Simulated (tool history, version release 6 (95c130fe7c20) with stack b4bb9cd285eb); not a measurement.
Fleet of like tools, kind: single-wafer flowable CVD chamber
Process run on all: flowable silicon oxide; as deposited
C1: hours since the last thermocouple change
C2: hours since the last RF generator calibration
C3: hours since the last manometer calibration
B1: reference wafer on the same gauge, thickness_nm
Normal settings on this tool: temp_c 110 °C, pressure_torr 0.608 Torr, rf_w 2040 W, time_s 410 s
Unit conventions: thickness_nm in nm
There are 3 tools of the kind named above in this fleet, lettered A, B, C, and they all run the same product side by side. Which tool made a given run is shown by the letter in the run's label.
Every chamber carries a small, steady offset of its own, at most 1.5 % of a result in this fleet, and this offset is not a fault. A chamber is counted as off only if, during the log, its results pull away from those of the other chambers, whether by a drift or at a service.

{"run": "1C", "hour": 6.9, "temp_c": 110, "pressure_torr": 0.608, "rf_w": 2040, "time_s": 410, "C1": 1798.2, "C2": 1876.3, "C3": 1084.9, "B1": 117.01, "thickness_nm": 123.26}
{"run": "2B", "hour": 13.5, "temp_c": 110, "pressure_torr": 0.608, "rf_w": 2040, "time_s": 410, "C1": 686.7, "C2": 1219.0, "C3": 111.9, "B1": 117.08, "thickness_nm": 123.46}
{"run": "3A", "hour": 19.8, "temp_c": 110, "pressure_torr": 0.608, "rf_w": 2040, "time_s": 410, "C1": 2092.7, "C2": 1152.2, "C3": 2352.8, "B1": 117.11, "thickness_nm": 125.92}
{"run": "4B", "hour": 25.9, "temp_c": 110, "pressure_torr": 0.608, "rf_w": 2040, "time_s": 410, "C1": 699.1, "C2": 1231.4, "C3": 124.3, "B1": 117.14, "thickness_nm": 123.55}
{"run": "5C", "hour": 33.4, "temp_c": 110, "pressure_torr": 0.608, "rf_w": 2040, "time_s": 410, "C1": 1824.7, "C2": 1902.8, "C3": 1111.4, "B1": 117.19, "thickness_nm": 123.59}
{"run": "6A", "hour": 40.5, "temp_c": 110, "pressure_torr": 0.608, "rf_w": 2040, "time_s": 410, "C1": 2113.4, "C2": 1172.9, "C3": 2373.5, "B1": 117.28, "thickness_nm": 125.71}
{"run": "7C", "hour": 48.0, "temp_c": 110, "pressure_torr": 0.608, "rf_w": 2040, "time_s": 410, "C1": 1839.3, "C2": 1917.4, "C3": 1126.0, "B1": 117.26, "thickness_nm": 123.76}
{"run": "8A", "hour": 56.5, "temp_c": 110, "pressure_torr": 0.608, "rf_w": 2040, "time_s": 410, "C1": 2129.4, "C2": 1188.9, "C3": 2389.5, "B1": 117.31, "thickness_nm": 126.27}
{"hour": 58.7, "done": "chamber C: RF generator calibrated"}
{"run": "9B", "hour": 63.9, "temp_c": 110, "pressure_torr": 0.608, "rf_w": 2040, "time_s": 410, "C1": 737.1, "C2": 1269.4, "C3": 162.3, "B1": 117.35, "thickness_nm": 123.85}
{"run": "10B", "hour": 69.8, "temp_c": 110, "pressure_torr": 0.608, "rf_w": 2040, "time_s": 410, "C1": 743.0, "C2": 1275.3, "C3": 168.2, "B1": 117.42, "thickness_nm": 123.66}
{"run": "11C", "hour": 76.5, "temp_c": 110, "pressure_torr": 0.608, "rf_w": 2040, "time_s": 410, "C1": 1867.8, "C2": 17.9, "C3": 1154.5, "B1": 117.44, "thickness_nm": 123.71}
{"run": "12A", "hour": 83.6, "temp_c": 110, "pressure_torr": 0.608, "rf_w": 2040, "time_s": 410, "C1": 2156.5, "C2": 1216.0, "C3": 2416.6, "B1": 117.45, "thickness_nm": 126.2}
{"run": "13A", "hour": 89.2, "temp_c": 110, "pressure_torr": 0.608, "rf_w": 2040, "time_s": 410, "C1": 2162.1, "C2": 1221.6, "C3": 2422.2, "B1": 117.48, "thickness_nm": 126.18}
{"run": "14B", "hour": 93.8, "temp_c": 110, "pressure_torr": 0.608, "rf_w": 2040, "time_s": 410, "C1": 767.0, "C2": 1299.3, "C3": 192.2, "B1": 117.54, "thickness_nm": 124.32}
{"run": "15C", "hour": 99.6, "temp_c": 110, "pressure_torr": 0.608, "rf_w": 2040, "time_s": 410, "C1": 1890.9, "C2": 41.0, "C3": 1177.6, "B1": 117.52, "thickness_nm": 123.95}
{"run": "16C", "hour": 106.6, "temp_c": 110, "pressure_torr": 0.608, "rf_w": 2040, "time_s": 410, "C1": 1897.9, "C2": 48.0, "C3": 1184.6, "B1": 117.63, "thickness_nm": 123.92}
{"run": "17B", "hour": 111.4, "temp_c": 110, "pressure_torr": 0.608, "rf_w": 2040, "time_s": 410, "C1": 784.6, "C2": 1316.9, "C3": 209.8, "B1": 117.61, "thickness_nm": 123.71}
{"run": "18A", "hour": 115.9, "temp_c": 110, "pressure_torr": 0.608, "rf_w": 2040, "time_s": 410, "C1": 2188.8, "C2": 1248.3, "C3": 2448.9, "B1": 117.67, "thickness_nm": 126.33}
{"run": "19C", "hour": 121.7, "temp_c": 110, "pressure_torr": 0.608, "rf_w": 2040, "time_s": 410, "C1": 1913.0, "C2": 63.1, "C3": 1199.7, "B1": 117.67, "thickness_nm": 124.26}
{"run": "20A", "hour": 129.2, "temp_c": 110, "pressure_torr": 0.608, "rf_w": 2040, "time_s": 410, "C1": 2202.1, "C2": 1261.6, "C3": 2462.2, "B1": 117.77, "thickness_nm": 126.44}
{"run": "21B", "hour": 137.9, "temp_c": 110, "pressure_torr": 0.608, "rf_w": 2040, "time_s": 410, "C1": 811.1, "C2": 1343.4, "C3": 236.3, "B1": 117.78, "thickness_nm": 124.21}

One chamber off, gauge drift, or nothing amiss beyond the chambers' own small offsets? If it is a chamber, which one, and what is the likeliest cause?

The gauge drifts, so all chambers seem to drift together. No chamber is off.
Likeliest cause: gauge reads high (%) = 0.692.
